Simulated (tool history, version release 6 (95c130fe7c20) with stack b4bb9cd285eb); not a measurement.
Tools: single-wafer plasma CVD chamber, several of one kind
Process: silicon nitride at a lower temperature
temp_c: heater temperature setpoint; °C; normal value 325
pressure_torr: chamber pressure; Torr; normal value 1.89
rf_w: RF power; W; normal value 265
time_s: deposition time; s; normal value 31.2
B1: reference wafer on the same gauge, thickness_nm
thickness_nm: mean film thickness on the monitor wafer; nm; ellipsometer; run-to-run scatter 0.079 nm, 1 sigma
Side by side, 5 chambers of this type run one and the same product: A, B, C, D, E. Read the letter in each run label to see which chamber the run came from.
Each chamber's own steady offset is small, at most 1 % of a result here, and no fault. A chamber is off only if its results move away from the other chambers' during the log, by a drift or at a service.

run 1C hour=5.8 | temp_c=325 pressure_torr=1.89 rf_w=265 time_s=31.2 | B1=36.764 | thickness_nm=35.677
-- hour=6.8 chamber E: thermocouple changed; heater temperature recalibrated
run 2A hour=16.4 | temp_c=325 pressure_torr=1.89 rf_w=265 time_s=31.2 | B1=36.825 | thickness_nm=35.809
run 3D hour=25.1 | temp_c=325 pressure_torr=1.89 rf_w=265 time_s=31.2 | B1=36.824 | thickness_nm=35.57
run 4B hour=33.8 | temp_c=325 pressure_torr=1.89 rf_w=265 time_s=31.2 | B1=36.793 | thickness_nm=35.543
run 5E hour=44.6 | temp_c=325 pressure_torr=1.89 rf_w=265 time_s=31.2 | B1=36.782 | thickness_nm=35.498
run 6C hour=56.9 | temp_c=325 pressure_torr=1.89 rf_w=265 time_s=31.2 | B1=36.804 | thickness_nm=35.796
run 7E hour=64.7 | temp_c=325 pressure_torr=1.89 rf_w=265 time_s=31.2 | B1=36.799 | thickness_nm=35.457
run 8A hour=72.2 | temp_c=325 pressure_torr=1.89 rf_w=265 time_s=31.2 | B1=36.804 | thickness_nm=35.53
run 9B hour=84.4 | temp_c=325 pressure_torr=1.89 rf_w=265 time_s=31.2 | B1=36.812 | thickness_nm=35.523
run 10D hour=90.5 | temp_c=325 pressure_torr=1.89 rf_w=265 time_s=31.2 | B1=36.799 | thickness_nm=35.495
run 11D hour=98.5 | temp_c=325 pressure_torr=1.89 rf_w=265 time_s=31.2 | B1=36.819 | thickness_nm=35.502
run 12C hour=108 | temp_c=325 pressure_torr=1.89 rf_w=265 time_s=31.2 | B1=36.81 | thickness_nm=35.785
run 13E hour=115.8 | temp_c=325 pressure_torr=1.89 rf_w=265 time_s=31.2 | B1=36.797 | thickness_nm=35.332
run 14B hour=121.7 | temp_c=325 pressure_torr=1.89 rf_w=265 time_s=31.2 | B1=36.786 | thickness_nm=35.479
-- hour=131 chamber C: RF generator calibrated
run 15A hour=133.4 | temp_c=325 pressure_torr=1.89 rf_w=265 time_s=31.2 | B1=36.773 | thickness_nm=35.658
-- hour=137.4 chamber A: capacitance manometer re-zeroed and calibrated
run 16E hour=141.6 | temp_c=332 pressure_torr=1.89 rf_w=265 time_s=31.2 | B1=36.807 | thickness_nm=35.303
run 17D hour=147.6 | temp_c=332 pressure_torr=1.89 rf_w=265 time_s=31.2 | B1=36.807 | thickness_nm=35.382
run 18C hour=156.5 | temp_c=332 pressure_torr=1.89 rf_w=265 time_s=31.2 | B1=36.803 | thickness_nm=35.504
run 19A hour=162.9 | temp_c=332 pressure_torr=1.89 rf_w=265 time_s=31.2 | B1=36.78 | thickness_nm=35.714
run 20B hour=172.6 | temp_c=332 pressure_torr=1.89 rf_w=265 time_s=31.2 | B1=36.779 | thickness_nm=35.363
run 21A hour=180.4 | temp_c=331 pressure_torr=1.89 rf_w=265 time_s=31.2 | B1=36.786 | thickness_nm=35.765
run 22D hour=191.5 | temp_c=331 pressure_torr=1.89 rf_w=265 time_s=31.2 | B1=36.798 | thickness_nm=35.358
run 23E hour=198.5 | temp_c=331 pressure_torr=1.89 rf_w=265 time_s=31.2 | B1=36.825 | thickness_nm=35.18
run 24C hour=210.7 | temp_c=331 pressure_torr=1.89 rf_w=265 time_s=31.2 | B1=36.808 | thickness_nm=35.597
run 25B hour=217.5 | temp_c=331 pressure_torr=1.89 rf_w=265 time_s=31.2 | B1=36.794 | thickness_nm=35.491
run 26E hour=223.1 | temp_c=325 pressure_torr=1.89 rf_w=265 time_s=31.2 | B1=36.792 | thickness_nm=35.443
run 27B hour=232.8 | temp_c=325 pressure_torr=1.89 rf_w=300 time_s=27.1 | B1=36.804 | thickness_nm=33.476
run 28D hour=242.5 | temp_c=325 pressure_torr=1.89 rf_w=300 time_s=27.1 | B1=36.824 | thickness_nm=33.631
run 29C hour=248.5 | temp_c=325 pressure_torr=1.89 rf_w=300 time_s=27.1 | B1=36.812 | thickness_nm=33.818
run 30A hour=259.6 | temp_c=325 pressure_torr=1.89 rf_w=300 time_s=27.1 | B1=36.782 | thickness_nm=33.611
run 31A hour=268.9 | temp_c=325 pressure_torr=1.89 rf_w=300 time_s=27.1 | B1=36.788 | thickness_nm=33.72
run 32C hour=275.3 | temp_c=325 pressure_torr=1.89 rf_w=265 time_s=31.2 | B1=36.788 | thickness_nm=35.918
run 33D hour=282.2 | temp_c=325 pressure_torr=1.89 rf_w=265 time_s=31.2 | B1=36.792 | thickness_nm=35.477

Decide between three cases: one chamber stands off from its peers, the gauge reading all wafers drifts, or nothing is wrong past each chamber's small offset. Where a chamber is off, say which and what most likely put it there.

No chamber stands off beyond its own small offset, and the gauge holds steady.
